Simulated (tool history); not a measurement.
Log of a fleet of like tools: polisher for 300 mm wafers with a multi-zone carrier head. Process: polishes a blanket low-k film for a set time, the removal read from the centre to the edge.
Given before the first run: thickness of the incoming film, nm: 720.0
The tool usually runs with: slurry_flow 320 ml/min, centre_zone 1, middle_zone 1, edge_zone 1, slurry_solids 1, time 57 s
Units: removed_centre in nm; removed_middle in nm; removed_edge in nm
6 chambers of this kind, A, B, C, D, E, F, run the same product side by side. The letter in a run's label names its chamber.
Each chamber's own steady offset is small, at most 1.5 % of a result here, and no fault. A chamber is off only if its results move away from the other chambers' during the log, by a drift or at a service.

{"day": 0.108, "done": "chamber C: slurry nozzle cleaned"}
{"run": "1D", "day": 0.567, "slurry_flow": 320, "centre_zone": 1, "middle_zone": 1, "edge_zone": 1, "slurry_solids": 1, "time": 57, "removed_centre": 15.626, "removed_middle": 15.596, "removed_edge": 15.439}
{"run": "2B", "day": 0.875, "slurry_flow": 320, "centre_zone": 1, "middle_zone": 1, "edge_zone": 1, "slurry_solids": 1, "time": 57, "removed_centre": 15.581, "removed_middle": 15.664, "removed_edge": 15.697}
{"run": "3A", "day": 1.362, "slurry_flow": 320, "centre_zone": 1, "middle_zone": 1, "edge_zone": 1, "slurry_solids": 1, "time": 57, "removed_centre": 15.641, "removed_middle": 15.806, "removed_edge": 15.568}
{"day": 1.821, "done": "chamber A: edge zone pressure recalibrated"}
{"run": "4C", "day": 1.829, "slurry_flow": 320, "centre_zone": 1, "middle_zone": 1, "edge_zone": 1, "slurry_solids": 1, "time": 57, "removed_centre": 15.584, "removed_middle": 15.519, "removed_edge": 15.625}
{"day": 2.267, "done": "chamber C: worn pad replaced by a new one"}
{"day": 2.412, "done": "chamber E: worn pad replaced by a new one"}
{"run": "5F", "day": 2.433, "slurry_flow": 320, "centre_zone": 1, "middle_zone": 1, "edge_zone": 1, "slurry_solids": 1, "time": 57, "removed_centre": 15.425, "removed_middle": 15.54, "removed_edge": 15.476}
{"day": 2.75, "done": "chamber A: worn pad replaced by a new one"}
{"day": 2.771, "done": "chamber F: worn pad replaced by a new one"}
{"run": "6E", "day": 2.954, "slurry_flow": 320, "centre_zone": 1, "middle_zone": 1, "edge_zone": 1, "slurry_solids": 1, "time": 57, "removed_centre": 15.593, "removed_middle": 15.342, "removed_edge": 15.526}
{"day": 3.083, "done": "chamber B: worn pad replaced by a new one"}
{"run": "7F", "day": 3.404, "slurry_flow": 320, "centre_zone": 1, "middle_zone": 1, "edge_zone": 1, "slurry_solids": 1, "time": 57, "removed_centre": 15.787, "removed_middle": 15.781, "removed_edge": 15.51}
{"run": "8A", "day": 3.717, "slurry_flow": 320, "centre_zone": 1, "middle_zone": 1, "edge_zone": 1, "slurry_solids": 1, "time": 57, "removed_centre": 15.729, "removed_middle": 15.746, "removed_edge": 15.538}
{"day": 4.038, "done": "chamber D: worn pad replaced by a new one"}
{"run": "9C", "day": 4.2, "slurry_flow": 320, "centre_zone": 1, "middle_zone": 1, "edge_zone": 1, "slurry_solids": 1, "time": 57, "removed_centre": 15.634, "removed_middle": 15.476, "removed_edge": 15.928}
{"run": "10E", "day": 4.688, "slurry_flow": 320, "centre_zone": 1, "middle_zone": 1, "edge_zone": 1, "slurry_solids": 1, "time": 57, "removed_centre": 15.937, "removed_middle": 15.281, "removed_edge": 15.739}
{"run": "11B", "day": 5.058, "slurry_flow": 320, "centre_zone": 1, "middle_zone": 1, "edge_zone": 1, "slurry_solids": 1, "time": 57, "removed_centre": 15.41, "removed_middle": 15.451, "removed_edge": 15.436}
{"run": "12D", "day": 5.583, "slurry_flow": 320, "centre_zone": 1, "middle_zone": 1, "edge_zone": 1, "slurry_solids": 1, "time": 57, "removed_centre": 15.7, "removed_middle": 15.591, "removed_edge": 15.81}
{"run": "13C", "day": 6.092, "slurry_flow": 320, "centre_zone": 1, "middle_zone": 1, "edge_zone": 1, "slurry_solids": 1, "time": 57, "removed_centre": 15.795, "removed_middle": 15.278, "removed_edge": 15.62}
{"day": 6.312, "done": "chamber E: worn pad replaced by a new one"}
{"run": "14A", "day": 6.429, "slurry_flow": 320, "centre_zone": 1, "middle_zone": 1, "edge_zone": 1, "slurry_solids": 1, "time": 57, "removed_centre": 15.375, "removed_middle": 15.634, "removed_edge": 15.686}
{"day": 6.733, "done": "chamber F: worn pad replaced by a new one"}
{"day": 6.767, "done": "chamber A: worn pad replaced by a new one"}
{"run": "15E", "day": 7.0, "slurry_flow": 320, "centre_zone": 1, "middle_zone": 1, "edge_zone": 1, "slurry_solids": 1, "time": 57, "removed_centre": 15.47, "removed_middle": 15.697, "removed_edge": 15.532}
{"day": 7.333, "done": "chamber F: centre zone pressure recalibrated"}
{"run": "16B", "day": 7.517, "slurry_flow": 320, "centre_zone": 1, "middle_zone": 1, "edge_zone": 1, "slurry_solids": 1, "time": 57, "removed_centre": 15.582, "removed_middle": 15.392, "removed_edge": 15.303}
{"run": "17D", "day": 8.104, "slurry_flow": 320, "centre_zone": 1, "middle_zone": 1, "edge_zone": 1, "slurry_solids": 1, "time": 57, "removed_centre": 16.214, "removed_middle": 15.384, "removed_edge": 15.778}
{"day": 8.438, "done": "chamber E: edge zone pressure recalibrated"}
{"run": "18F", "day": 8.492, "slurry_flow": 320, "centre_zone": 1, "middle_zone": 1, "edge_zone": 1, "slurry_solids": 1, "time": 57, "removed_centre": 15.58, "removed_middle": 15.914, "removed_edge": 15.375}
{"run": "19F", "day": 8.954, "slurry_flow": 320, "centre_zone": 1, "middle_zone": 1, "edge_zone": 1, "slurry_solids": 1, "time": 57, "removed_centre": 15.71, "removed_middle": 15.53, "removed_edge": 15.464}
{"run": "20D", "day": 9.442, "slurry_flow": 320, "centre_zone": 1, "middle_zone": 1, "edge_zone": 1, "slurry_solids": 1, "time": 57, "removed_centre": 16.149, "removed_middle": 15.526, "removed_edge": 15.831}
{"day": 9.525, "done": "chamber D: worn pad replaced by a new one"}
{"day": 9.654, "done": "chamber D: slurry nozzle cleaned"}
{"run": "21A", "day": 9.725, "slurry_flow": 320, "centre_zone": 1, "middle_zone": 1, "edge_zone": 1, "slurry_solids": 1, "time": 57, "removed_centre": 15.564, "removed_middle": 15.624, "removed_edge": 15.662}
{"day": 9.812, "done": "chamber C: slurry nozzle cleaned"}
{"day": 9.912, "done": "chamber C: centre zone pressure recalibrated"}
{"day": 9.971, "done": "chamber F: worn pad replaced by a new one"}
{"run": "22E", "day": 10.117, "slurry_flow": 320, "centre_zone": 1, "middle_zone": 1, "edge_zone": 1, "slurry_solids": 1, "time": 57, "removed_centre": 15.684, "removed_middle": 15.288, "removed_edge": 15.881}
{"day": 10.317, "done": "chamber E: worn pad replaced by a new one"}
{"day": 10.346, "done": "chamber C: worn pad replaced by a new one"}
{"day": 10.583, "done": "chamber A: worn pad replaced by a new one"}
{"run": "23B", "day": 10.7, "slurry_flow": 320, "centre_zone": 1, "middle_zone": 1, "edge_zone": 1, "slurry_solids": 1, "time": 57, "removed_centre": 15.441, "removed_middle": 15.771, "removed_edge": 15.242}
{"run": "24C", "day": 11.158, "slurry_flow": 320, "centre_zone": 1, "middle_zone": 1, "edge_zone": 1, "slurry_solids": 1, "time": 57, "removed_centre": 15.821, "removed_middle": 15.188, "removed_edge": 15.786}
{"day": 11.392, "done": "chamber B: worn pad replaced by a new one"}
{"run": "25F", "day": 11.758, "slurry_flow": 320, "centre_zone": 1, "middle_zone": 1, "edge_zone": 1, "slurry_solids": 1, "time": 57, "removed_centre": 15.65, "removed_middle": 15.619, "removed_edge": 15.439}
{"day": 12.162, "done": "chamber E: slurry nozzle cleaned"}
{"run": "26A", "day": 12.2, "slurry_flow": 320, "centre_zone": 1, "middle_zone": 1, "edge_zone": 1, "slurry_solids": 1, "time": 57, "removed_centre": 15.511, "removed_middle": 15.606, "removed_edge": 15.303}
{"day": 12.45, "done": "chamber B: edge zone pressure recalibrated"}
{"run": "27B", "day": 12.583, "slurry_flow": 320, "centre_zone": 1, "middle_zone": 1, "edge_zone": 1, "slurry_solids": 1, "time": 57, "removed_centre": 15.262, "removed_middle": 15.27, "removed_edge": 15.197}
{"day": 12.783, "done": "chamber B: slurry nozzle cleaned"}
{"run": "28E", "day": 13.075, "slurry_flow": 320, "centre_zone": 1.11, "middle_zone": 1, "edge_zone": 1, "slurry_solids": 1, "time": 57, "removed_centre": 17.462, "removed_middle": 15.734, "removed_edge": 15.637}
{"day": 13.504, "done": "chamber E: worn pad replaced by a new one"}
{"day": 13.583, "done": "chamber F: worn pad replaced by a new one"}
{"day": 13.642, "done": "chamber F: edge zone pressure recalibrated"}
{"run": "29D", "day": 13.654, "slurry_flow": 320, "centre_zone": 1.11, "middle_zone": 1, "edge_zone": 1, "slurry_solids": 1, "time": 57, "removed_centre": 18.725, "removed_middle": 15.8, "removed_edge": 15.912}
{"day": 13.771, "done": "chamber A: worn pad replaced by a new one"}
{"run": "30C", "day": 14.188, "slurry_flow": 320, "centre_zone": 1.11, "middle_zone": 1, "edge_zone": 1, "slurry_solids": 1, "time": 57, "removed_centre": 17.679, "removed_middle": 15.239, "removed_edge": 15.46}
{"run": "31C", "day": 14.6, "slurry_flow": 320, "centre_zone": 1.11, "middle_zone": 1, "edge_zone": 1, "slurry_solids": 1, "time": 57, "removed_centre": 17.291, "removed_middle": 15.038, "removed_edge": 15.381}
{"run": "32E", "day": 15.2, "slurry_flow": 320, "centre_zone": 1.11, "middle_zone": 1, "edge_zone": 1, "slurry_solids": 1, "time": 57, "removed_centre": 17.602, "removed_middle": 15.652, "removed_edge": 15.607}
{"day": 15.383, "done": "chamber D: edge zone pressure recalibrated"}
{"run": "33F", "day": 15.696, "slurry_flow": 320, "centre_zone": 1.11, "middle_zone": 1, "edge_zone": 1, "slurry_solids": 1, "time": 57, "removed_centre": 17.626, "removed_middle": 15.655, "removed_edge": 15.229}
{"day": 15.733, "done": "chamber D: worn pad replaced by a new one"}
{"run": "34D", "day": 16.008, "slurry_flow": 320, "centre_zone": 1, "middle_zone": 1, "edge_zone": 1, "slurry_solids": 1, "time": 57, "removed_centre": 16.805, "removed_middle": 15.548, "removed_edge": 15.362}
{"run": "35B", "day": 16.488, "slurry_flow": 320, "centre_zone": 1, "middle_zone": 1, "edge_zone": 1, "slurry_solids": 1, "time": 57, "removed_centre": 15.334, "removed_middle": 15.604, "removed_edge": 15.393}
{"run": "36A", "day": 16.908, "slurry_flow": 390, "centre_zone": 1, "middle_zone": 1, "edge_zone": 1, "slurry_solids": 1, "time": 39, "removed_centre": 10.755, "removed_middle": 10.919, "removed_edge": 10.872}
{"run": "37A", "day": 17.367, "slurry_flow": 390, "centre_zone": 1, "middle_zone": 1, "edge_zone": 1, "slurry_solids": 1, "time": 39, "removed_centre": 10.786, "removed_middle": 10.907, "removed_edge": 10.788}
{"run": "38D", "day": 17.721, "slurry_flow": 390, "centre_zone": 1, "middle_zone": 1, "edge_zone": 1, "slurry_solids": 1, "time": 39, "removed_centre": 11.923, "removed_middle": 10.881, "removed_edge": 10.874}

What goes on in this fleet: one chamber off, a drifting gauge, or nothing beyond the chambers' own small offsets? Name the chamber and the cause, if any.

Little by little, chamber D moves away from the other chambers.
Cause: centre zone's pressure above its setpoint, % = 8.05.

Here are 4 candidates for chamber D's next run, each the usual settings with a change, their results left as question marks. Which one brings its results back in line with what the others give on the usual settings?
A result is in line if it is within this distance of the other chambers' mean on the usual settings: removed_centre 0.45 nm; removed_middle 0.73 nm; removed_edge 0.6 nm
{"run": "39D-1", "day": 18.162, "slurry_flow": 320, "centre_zone": 0.98, "middle_zone": 1.01, "edge_zone": 1.01, "slurry_solids": 1, "time": 57, "removed_centre": "?", "removed_middle": "?", "removed_edge": "?"}
{"run": "39D-2", "day": 18.162, "slurry_flow": 325, "centre_zone": 1.07, "middle_zone": 0.98, "edge_zone": 0.98, "slurry_solids": 1, "time": 58, "removed_centre": "?", "removed_middle": "?", "removed_edge": "?"}
{"run": "39D-3", "day": 18.162, "slurry_flow": 315, "centre_zone": 0.93, "middle_zone": 1.02, "edge_zone": 1.02, "slurry_solids": 1, "time": 56, "removed_centre": "?", "removed_middle": "?", "removed_edge": "?"}
{"run": "39D-4", "day": 18.162, "slurry_flow": 320, "centre_zone": 1.02, "middle_zone": 0.99, "edge_zone": 0.99, "slurry_solids": 1, "time": 57, "removed_centre": "?", "removed_middle": "?", "removed_edge": "?"}

The mean the other chambers reach with the usual settings: removed_centre 15.595 nm; removed_middle 15.6 nm; removed_edge 15.557 nm
run=39D-1 removed_centre=16.734 removed_middle=15.849 removed_edge=15.732
run=39D-2 removed_centre=18.769 removed_middle=15.702 removed_edge=15.785
run=39D-3 removed_centre=15.495 removed_middle=15.693 removed_edge=15.516
run=39D-4 removed_centre=17.481 removed_middle=15.558 removed_edge=15.575
Change 39D-3 lands the chamber within the allowed miss of the other chambers.
